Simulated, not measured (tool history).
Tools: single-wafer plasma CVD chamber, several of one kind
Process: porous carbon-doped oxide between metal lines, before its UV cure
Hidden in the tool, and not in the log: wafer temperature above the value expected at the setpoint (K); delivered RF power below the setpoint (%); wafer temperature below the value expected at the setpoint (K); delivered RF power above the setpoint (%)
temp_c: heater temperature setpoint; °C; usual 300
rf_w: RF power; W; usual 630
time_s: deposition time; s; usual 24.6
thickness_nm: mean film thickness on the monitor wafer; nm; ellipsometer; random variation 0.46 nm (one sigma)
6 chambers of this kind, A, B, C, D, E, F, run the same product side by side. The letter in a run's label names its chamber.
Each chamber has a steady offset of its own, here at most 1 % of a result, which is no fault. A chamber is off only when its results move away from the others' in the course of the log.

| run | hour | temp_c | rf_w | time_s | hours since the last thermocouple change | hours since the last RF generator calibration | read-back reference wafer on the same gauge, thickness_nm | thickness_nm |
|---|---|---|---|---|---|---|---|---|
| 1D | 8.6 | 300 | 630 | 24.6 | 580.4 | 1735.3 | 168.99 | 155.98 |
| 2B | 18.5 | 300 | 630 | 24.6 | 1818.7 | 863.1 | 169.01 | 155.88 |
| 3A | 28.0 | 300 | 630 | 24.6 | 275.5 | 512.7 | 168.94 | 156.43 |
| 4F | 34.7 | 300 | 630 | 24.6 | 93.6 | 678.4 | 168.93 | 156.38 |
| 5C | 42.5 | 300 | 630 | 24.6 | 747.3 | 326.1 | 168.96 | 155.36 |
| 6E | 51.0 | 300 | 630 | 24.6 | 1769.4 | 1076.8 | 168.97 | 154.85 |
| 7C | 60.5 | 300 | 630 | 24.6 | 765.3 | 344.1 | 168.97 | 155.63 |
| 8D | 69.1 | 300 | 630 | 24.6 | 640.9 | 1795.8 | 169.13 | 156.40 |
| 9A | 79.2 | 300 | 630 | 24.6 | 326.7 | 563.9 | 168.97 | 156.60 |
| 10E | 88.1 | 300 | 630 | 24.6 | 1806.5 | 1113.9 | 169.09 | 155.01 |
| 11F | 97.0 | 300 | 630 | 24.6 | 155.9 | 740.7 | 168.95 | 154.21 |
| 12B | 104.6 | 300 | 555 | 24.6 | 1904.8 | 949.2 | 169.08 | 142.58 |
| 13B | 109.8 | 300 | 555 | 24.6 | 1910.0 | 954.4 | 169.04 | 144.37 |
| 14E | 115.8 | 300 | 555 | 24.6 | 1834.2 | 1141.6 | 169.01 | 142.40 |
| 15A | 123.3 | 300 | 555 | 24.6 | 370.8 | 608.0 | 168.95 | 144.64 |
| 16F | 128.2 | 300 | 555 | 24.6 | 187.1 | 771.9 | 169.01 | 142.13 |
| 17D | 134.6 | 300 | 555 | 24.6 | 706.4 | 1861.3 | 169.00 | 143.90 |
| 18C | 142.3 | 300 | 630 | 24.6 | 847.1 | 425.9 | 169.05 | 156.41 |
| 19B | 150.3 | 300 | 630 | 24.6 | 1950.5 | 994.9 | 169.00 | 156.06 |
| 20A | 155.9 | 300 | 630 | 24.6 | 403.4 | 640.6 | 169.02 | 156.71 |
| 21E | 165.6 | 300 | 630 | 24.6 | 1884.0 | 1191.4 | 169.02 | 155.28 |
| 22D | 172.3 | 300 | 630 | 20.6 | 744.1 | 1899.0 | 168.99 | 131.53 |
| 23F | 180.5 | 300 | 630 | 20.6 | 239.4 | 824.2 | 168.88 | 129.22 |
| 24C | 189.2 | 300 | 630 | 20.6 | 894.0 | 472.8 | 168.89 | 131.78 |
| 25F | 197.6 | 300 | 630 | 20.6 | 256.5 | 841.3 | 169.00 | 128.18 |
| 26E | 203.3 | 300 | 630 | 20.6 | 1921.7 | 1229.1 | 168.88 | 130.73 |
| 27B | 209.1 | 300 | 630 | 20.6 | 2009.3 | 1053.7 | 169.01 | 130.86 |
| 28D | 213.5 | 300 | 630 | 24.6 | 785.3 | 1940.2 | 168.93 | 156.43 |
| 29C | 223.3 | 311 | 545 | 24.6 | 928.1 | 506.9 | 168.95 | 133.61 |
| 30A | 230.9 | 311 | 545 | 24.6 | 478.4 | 715.6 | 169.03 | 133.70 |
| 31F | 238.2 | 311 | 545 | 24.6 | 297.1 | 881.9 | 168.94 | 130.48 |
| 32A | 244.0 | 311 | 545 | 24.6 | 491.5 | 728.7 | 169.11 | 133.78 |
| 33D | 249.0 | 311 | 545 | 24.6 | 820.8 | 1975.7 | 168.95 | 134.92 |
| 34E | 257.6 | 311 | 545 | 24.6 | 1976.0 | 1283.4 | 168.99 | 132.19 |
| 35B | 266.8 | 300 | 630 | 24.6 | 2067.0 | 1111.4 | 169.04 | 156.62 |
| 36C | 272.7 | 300 | 630 | 24.6 | 977.5 | 556.3 | 169.03 | 156.07 |
| 37B | 282.2 | 300 | 630 | 24.6 | 2082.4 | 1126.8 | 169.08 | 155.71 |
| 38A | 289.3 | 300 | 630 | 28.8 | 536.8 | 774.0 | 168.84 | 183.72 |

Is one chamber off against the others, does the gauge drift, or is nothing wrong? If a chamber is off, say which, and what the likeliest cause is.

Chamber F drifts away from the others.
Cause: delivered RF power below the setpoint (%) = 5.21.
The log may not tell that from: wafer temperature above the value expected at the setpoint (K).

Here are 4 candidates for chamber F's next run, each the usual settings with a change, their results left as question marks. Which one brings its results back in line with what the others give on the usual settings?
In line means no further than this from the other chambers' mean on the usual settings: thickness_nm 1.60 nm
| 39F-1 | 296.5 | 301 | 620 | 24.1 |  |  |  | ? |
| 39F-2 | 296.5 | 299 | 640 | 25.1 |  |  |  | ? |
| 39F-3 | 296.5 | 300 | 635 | 24.9 |  |  |  | ? |
| 39F-4 | 296.5 | 300 | 625 | 24.3 |  |  |  | ? |

The other chambers' mean on the usual settings: thickness_nm 155.88 nm
| run | thickness_nm |
|---|---|
| 39F-1 | 144.72 |
| 39F-2 | 155.41 |
| 39F-3 | 152.55 |
| 39F-4 | 147.46 |
39F-2 brings the chamber back in line.
